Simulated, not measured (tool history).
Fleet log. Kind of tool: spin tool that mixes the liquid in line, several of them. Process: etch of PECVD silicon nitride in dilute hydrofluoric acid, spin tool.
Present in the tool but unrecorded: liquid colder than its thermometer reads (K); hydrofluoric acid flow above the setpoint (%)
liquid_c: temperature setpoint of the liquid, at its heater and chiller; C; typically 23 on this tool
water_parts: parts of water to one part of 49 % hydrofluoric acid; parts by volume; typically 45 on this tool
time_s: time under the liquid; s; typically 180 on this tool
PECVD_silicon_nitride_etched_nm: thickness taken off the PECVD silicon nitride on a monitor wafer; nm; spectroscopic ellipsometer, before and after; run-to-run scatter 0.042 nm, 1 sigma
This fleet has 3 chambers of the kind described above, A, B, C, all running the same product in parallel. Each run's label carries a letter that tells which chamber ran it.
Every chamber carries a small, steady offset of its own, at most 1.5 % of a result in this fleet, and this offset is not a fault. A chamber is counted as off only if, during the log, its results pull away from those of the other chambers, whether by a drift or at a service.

run	day	liquid_c	water_parts	time_s	hours since the thermometer was replaced	hours since the hydrofluoric acid flow meter was replaced	read-back film thickness of the PECVD silicon nitride reference wafer, read on the same gauge (nm)	PECVD_silicon_nitride_etched_nm
1A	0.142	23	45	180	1732.5	735.8	89.999	6.2395
2B	0.354	23	45	180	938.2	1287.6	89.995	6.3283
3C	0.567	23	45	180	975.3	371.8	89.989	6.2313
4A	0.683	23	45	180	1745.5	748.8	89.994	6.2305
# day 0.738: chamber C: thermometer replaced
5C	0.892	20.5	45	285	3.7	379.6	89.996	8.4533
6B	1.104	20.5	45	285	956.2	1305.6	90.013	8.3321
7B	1.217	20.5	45	285	958.9	1308.3	89.987	8.3808
8A	1.354	23	45	180	1761.6	764.9	90.008	6.2206
9C	1.567	23	45	180	19.9	395.8	90.009	6.311
10B	1.75	23	45	180	971.7	1321.1	90.012	6.2005
11A	1.971	23	45	180	1776.4	779.7	90.007	6.1961
12C	2.2	23	45	180	35.1	411	89.998	6.2895
13A	2.371	23	45	180	1786	789.3	90.001	6.3212
14C	2.517	23	45	180	42.7	418.6	89.999	6.3109
15B	2.671	23	45	180	993.8	1343.2	90.002	6.2295
16A	2.862	23	45	180	1797.8	801.1	89.986	6.2554
17C	3.067	23	45	180	55.9	431.8	89.999	6.3077
18B	3.283	23	45	180	1008.5	1357.9	90.004	6.2532
19B	3.421	23	45	180	1011.8	1361.2	90.007	6.3042
20C	3.583	23	45	180	68.3	444.2	90.016	6.3311
21A	3.738	23	45	180	1818.8	822.1	90.02	6.3216
22C	3.962	20.5	35	180	77.4	453.3	89.99	6.7222
23B	4.075	20.5	35	180	1027.5	1376.9	90.004	6.7518
24A	4.183	20.5	35	180	1829.5	832.8	89.998	6.8492
25B	4.292	23	45	180	1032.7	1382.1	90.005	6.3369
26C	4.517	23	45	180	90.7	466.6	90.004	6.3029
27A	4.629	23	45	180	1840.2	843.5	89.983	6.2903
28C	4.792	23	45	180	97.3	473.2	90.003	6.2904
29B	4.912	23	45	180	1047.6	1397	89.995	6.2499
30A	5.079	23	45	70	1851	854.3	90.009	2.5032
31B	5.212	23	45	70	1054.8	1404.2	89.973	2.4433
32C	5.383	23	45	70	111.5	487.4	89.989	2.472
33A	5.517	23	45	180	1861.5	864.8	89.985	6.396
34A	5.704	26.5	45	180	1866	869.3	89.979	8.0914
35B	5.842	26.5	45	180	1069.9	1419.3	90.021	7.9136
36C	5.958	26.5	45	180	125.3	501.2	89.994	7.9819
37B	6.062	23	60	140	1075.2	1424.6	89.991	3.6999
38A	6.221	23	60	140	1878.4	881.7	90.001	3.7879
39C	6.367	23	60	140	135.1	511	90.011	3.7065
40B	6.529	23	45	180	1086.4	1435.8	90.001	6.3747
41C	6.733	23	45	180	143.9	519.8	89.999	6.286
42A	6.95	23	45	180	1895.9	899.2	89.993	6.4526

One chamber off, gauge drift, or nothing amiss beyond the chambers' own small offsets? If it is a chamber, which one, and what is the likeliest cause?

It is chamber A that slowly wanders off from its peers.
Likeliest cause: hydrofluoric acid flow above the setpoint (%) = 5.12.
Not necessarily distinguishable in this log from: liquid hotter than its thermometer reads (K).

Below are 4 candidate recipes for chamber A's next run, each the usual settings with a change, their results shown as question marks. Which of them brings A's results back in line with what the other chambers give on the usual settings?
In line here means within this much of the mean the other chambers give on the usual settings: PECVD_silicon_nitride_etched_nm 0.15 nm
43A-1	7.112	23	45	195				?
43A-2	7.112	23	45	185				?
43A-3	7.112	22	45	180				?
43A-4	7.112	23	45	175				?

Other chambers, usual settings, mean: PECVD_silicon_nitride_etched_nm 6.3074 nm
run	PECVD_silicon_nitride_etched_nm
43A-1	7.0627
43A-2	6.7005
43A-3	6.084
43A-4	6.3383
It is 43A-4 that realigns the chamber with its peers.
